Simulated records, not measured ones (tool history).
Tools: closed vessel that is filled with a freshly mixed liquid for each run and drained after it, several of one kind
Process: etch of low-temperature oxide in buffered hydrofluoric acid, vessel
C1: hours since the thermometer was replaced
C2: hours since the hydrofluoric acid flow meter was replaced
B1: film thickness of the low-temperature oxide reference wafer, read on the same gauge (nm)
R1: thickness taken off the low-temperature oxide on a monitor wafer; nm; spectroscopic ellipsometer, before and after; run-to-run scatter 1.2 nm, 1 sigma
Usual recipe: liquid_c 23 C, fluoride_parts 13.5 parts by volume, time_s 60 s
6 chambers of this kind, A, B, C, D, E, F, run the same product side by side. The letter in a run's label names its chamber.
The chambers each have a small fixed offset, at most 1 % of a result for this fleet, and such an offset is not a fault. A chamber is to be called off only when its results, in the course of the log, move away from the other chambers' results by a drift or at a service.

{"run": "1E", "hour": 3.1, "liquid_c": 23, "fluoride_parts": 13.5, "time_s": 60, "C1": 1660.3, "C2": 676.8, "B1": 79.963, "R1": 154.17}
{"run": "2D", "hour": 6.8, "liquid_c": 23, "fluoride_parts": 13.5, "time_s": 60, "C1": 33.4, "C2": 26.7, "B1": 80.002, "R1": 153.43}
{"run": "3A", "hour": 11.1, "liquid_c": 23, "fluoride_parts": 13.5, "time_s": 60, "C1": 538.3, "C2": 715, "B1": 80.021, "R1": 152.52}
{"run": "4F", "hour": 18.0, "liquid_c": 23, "fluoride_parts": 13.5, "time_s": 60, "C1": 152.2, "C2": 702.4, "B1": 80.009, "R1": 151.08}
{"run": "5C", "hour": 23.0, "liquid_c": 23, "fluoride_parts": 13.5, "time_s": 60, "C1": 589, "C2": 257.8, "B1": 80.022, "R1": 153.65}
{"run": "6B", "hour": 27.7, "liquid_c": 23, "fluoride_parts": 13.5, "time_s": 60, "C1": 2288.1, "C2": 132.2, "B1": 80.007, "R1": 154.42}
{"run": "7D", "hour": 34.3, "liquid_c": 20, "fluoride_parts": 13.5, "time_s": 60, "C1": 60.9, "C2": 54.2, "B1": 79.967, "R1": 129.77}
{"run": "8B", "hour": 38.3, "liquid_c": 20, "fluoride_parts": 13.5, "time_s": 60, "C1": 2298.7, "C2": 142.8, "B1": 79.984, "R1": 130.11}
{"run": "9F", "hour": 43.9, "liquid_c": 20, "fluoride_parts": 13.5, "time_s": 60, "C1": 178.1, "C2": 728.3, "B1": 80.014, "R1": 129.05}
{"run": "10E", "hour": 47.6, "liquid_c": 20, "fluoride_parts": 13.5, "time_s": 60, "C1": 1704.8, "C2": 721.3, "B1": 79.972, "R1": 131.28}
{"run": "11A", "hour": 53.7, "liquid_c": 20, "fluoride_parts": 13.5, "time_s": 60, "C1": 580.9, "C2": 757.6, "B1": 80.042, "R1": 129.67}
{"hour": 58.1, "done": "chamber B: thermometer replaced"}
{"run": "12C", "hour": 58.7, "liquid_c": 20, "fluoride_parts": 13.5, "time_s": 60, "C1": 624.7, "C2": 293.5, "B1": 79.982, "R1": 128.05}
{"run": "13F", "hour": 62.6, "liquid_c": 23, "fluoride_parts": 13.5, "time_s": 60, "C1": 196.8, "C2": 747, "B1": 79.997, "R1": 152.59}
{"run": "14D", "hour": 66.7, "liquid_c": 25, "fluoride_parts": 13.5, "time_s": 60, "C1": 93.3, "C2": 86.6, "B1": 80.022, "R1": 171.45}
{"run": "15B", "hour": 72.6, "liquid_c": 25, "fluoride_parts": 13.5, "time_s": 60, "C1": 14.5, "C2": 177.1, "B1": 79.996, "R1": 172.2}
{"run": "16E", "hour": 79.7, "liquid_c": 25, "fluoride_parts": 13.5, "time_s": 60, "C1": 1736.9, "C2": 753.4, "B1": 80.017, "R1": 174.39}
{"run": "17A", "hour": 85.1, "liquid_c": 25, "fluoride_parts": 13.5, "time_s": 60, "C1": 612.3, "C2": 789, "B1": 79.974, "R1": 170.26}
{"run": "18C", "hour": 90.7, "liquid_c": 25, "fluoride_parts": 13.5, "time_s": 60, "C1": 656.7, "C2": 325.5, "B1": 80.007, "R1": 168.55}
{"run": "19A", "hour": 97.3, "liquid_c": 25, "fluoride_parts": 13.5, "time_s": 60, "C1": 624.5, "C2": 801.2, "B1": 79.964, "R1": 170.85}
{"run": "20B", "hour": 100.6, "liquid_c": 26.5, "fluoride_parts": 10, "time_s": 60, "C1": 42.5, "C2": 205.1, "B1": 80.034, "R1": 246.52}
{"run": "21D", "hour": 107.3, "liquid_c": 26.5, "fluoride_parts": 10, "time_s": 60, "C1": 133.9, "C2": 127.2, "B1": 79.924, "R1": 247.75}
{"run": "22F", "hour": 111.4, "liquid_c": 26.5, "fluoride_parts": 10, "time_s": 60, "C1": 245.6, "C2": 795.8, "B1": 79.981, "R1": 245.97}
{"run": "23E", "hour": 114.5, "liquid_c": 26.5, "fluoride_parts": 10, "time_s": 60, "C1": 1771.7, "C2": 788.2, "B1": 79.933, "R1": 258.3}
{"run": "24C", "hour": 120.2, "liquid_c": 26.5, "fluoride_parts": 10, "time_s": 60, "C1": 686.2, "C2": 355, "B1": 80.003, "R1": 249.23}
{"run": "25C", "hour": 124.4, "liquid_c": 26.5, "fluoride_parts": 10, "time_s": 60, "C1": 690.4, "C2": 359.2, "B1": 79.998, "R1": 248.39}
{"run": "26E", "hour": 127.9, "liquid_c": 23, "fluoride_parts": 13.5, "time_s": 60, "C1": 1785.1, "C2": 801.6, "B1": 80.016, "R1": 157.7}
{"run": "27A", "hour": 132.3, "liquid_c": 23, "fluoride_parts": 13.5, "time_s": 60, "C1": 659.5, "C2": 836.2, "B1": 80.049, "R1": 150.68}
{"run": "28D", "hour": 137.8, "liquid_c": 23, "fluoride_parts": 10.5, "time_s": 60, "C1": 164.4, "C2": 157.7, "B1": 79.981, "R1": 196.07}
{"run": "29F", "hour": 144.5, "liquid_c": 23, "fluoride_parts": 10.5, "time_s": 60, "C1": 278.7, "C2": 828.9, "B1": 80.029, "R1": 192.81}
{"run": "30B", "hour": 150.3, "liquid_c": 23, "fluoride_parts": 10.5, "time_s": 60, "C1": 92.2, "C2": 254.8, "B1": 79.978, "R1": 194.2}
{"run": "31F", "hour": 154.9, "liquid_c": 23, "fluoride_parts": 10.5, "time_s": 60, "C1": 289.1, "C2": 839.3, "B1": 79.971, "R1": 194.62}
{"run": "32E", "hour": 158.1, "liquid_c": 23, "fluoride_parts": 10.5, "time_s": 60, "C1": 1815.3, "C2": 831.8, "B1": 79.982, "R1": 203.59}
{"run": "33A", "hour": 161.5, "liquid_c": 23, "fluoride_parts": 10.5, "time_s": 60, "C1": 688.7, "C2": 865.4, "B1": 80.023, "R1": 195.59}
{"run": "34C", "hour": 165.9, "liquid_c": 23, "fluoride_parts": 13.5, "time_s": 60, "C1": 731.9, "C2": 400.7, "B1": 79.976, "R1": 152.83}
{"run": "35B", "hour": 171.6, "liquid_c": 23, "fluoride_parts": 13.5, "time_s": 60, "C1": 113.5, "C2": 276.1, "B1": 80.023, "R1": 152.79}
{"run": "36D", "hour": 177.1, "liquid_c": 23, "fluoride_parts": 13.5, "time_s": 60, "C1": 203.7, "C2": 197, "B1": 80.011, "R1": 154.83}
{"run": "37B", "hour": 181.1, "liquid_c": 23, "fluoride_parts": 13.5, "time_s": 60, "C1": 123, "C2": 285.6, "B1": 80.008, "R1": 152.4}
{"run": "38F", "hour": 186.6, "liquid_c": 23, "fluoride_parts": 13.5, "time_s": 60, "C1": 320.8, "C2": 871, "B1": 79.986, "R1": 154.82}
{"run": "39A", "hour": 192.4, "liquid_c": 23, "fluoride_parts": 13.5, "time_s": 60, "C1": 719.6, "C2": 896.3, "B1": 79.968, "R1": 151.68}
{"run": "40E", "hour": 195.9, "liquid_c": 23, "fluoride_parts": 13.5, "time_s": 60, "C1": 1853.1, "C2": 869.6, "B1": 79.988, "R1": 161.03}
{"run": "41D", "hour": 199.5, "liquid_c": 23, "fluoride_parts": 13.5, "time_s": 75, "C1": 226.1, "C2": 219.4, "B1": 80.008, "R1": 191.77}
{"run": "42C", "hour": 206.4, "liquid_c": 23, "fluoride_parts": 13.5, "time_s": 75, "C1": 772.4, "C2": 441.2, "B1": 79.97, "R1": 189.23}
{"run": "43B", "hour": 212.1, "liquid_c": 23, "fluoride_parts": 13.5, "time_s": 75, "C1": 154, "C2": 316.6, "B1": 80.007, "R1": 191.66}

For the next run the whole fleet of 6 chambers uses the same settings. Give each chamber's results:
{"run": "44A", "hour": 217.2, "liquid_c": 23, "fluoride_parts": 13.5, "time_s": 60, "R1": "?"}
{"run": "44B", "hour": 217.2, "liquid_c": 23, "fluoride_parts": 13.5, "time_s": 60, "R1": "?"}
{"run": "44C", "hour": 217.2, "liquid_c": 23, "fluoride_parts": 13.5, "time_s": 60, "R1": "?"}
{"run": "44D", "hour": 217.2, "liquid_c": 23, "fluoride_parts": 13.5, "time_s": 60, "R1": "?"}
{"run": "44E", "hour": 217.2, "liquid_c": 23, "fluoride_parts": 13.5, "time_s": 60, "R1": "?"}
{"run": "44F", "hour": 217.2, "liquid_c": 23, "fluoride_parts": 13.5, "time_s": 60, "R1": "?"}

run=44A R1=153.37
run=44B R1=153.07
run=44C R1=151.25
run=44D R1=154.77
run=44E R1=163.82
run=44F R1=153.4
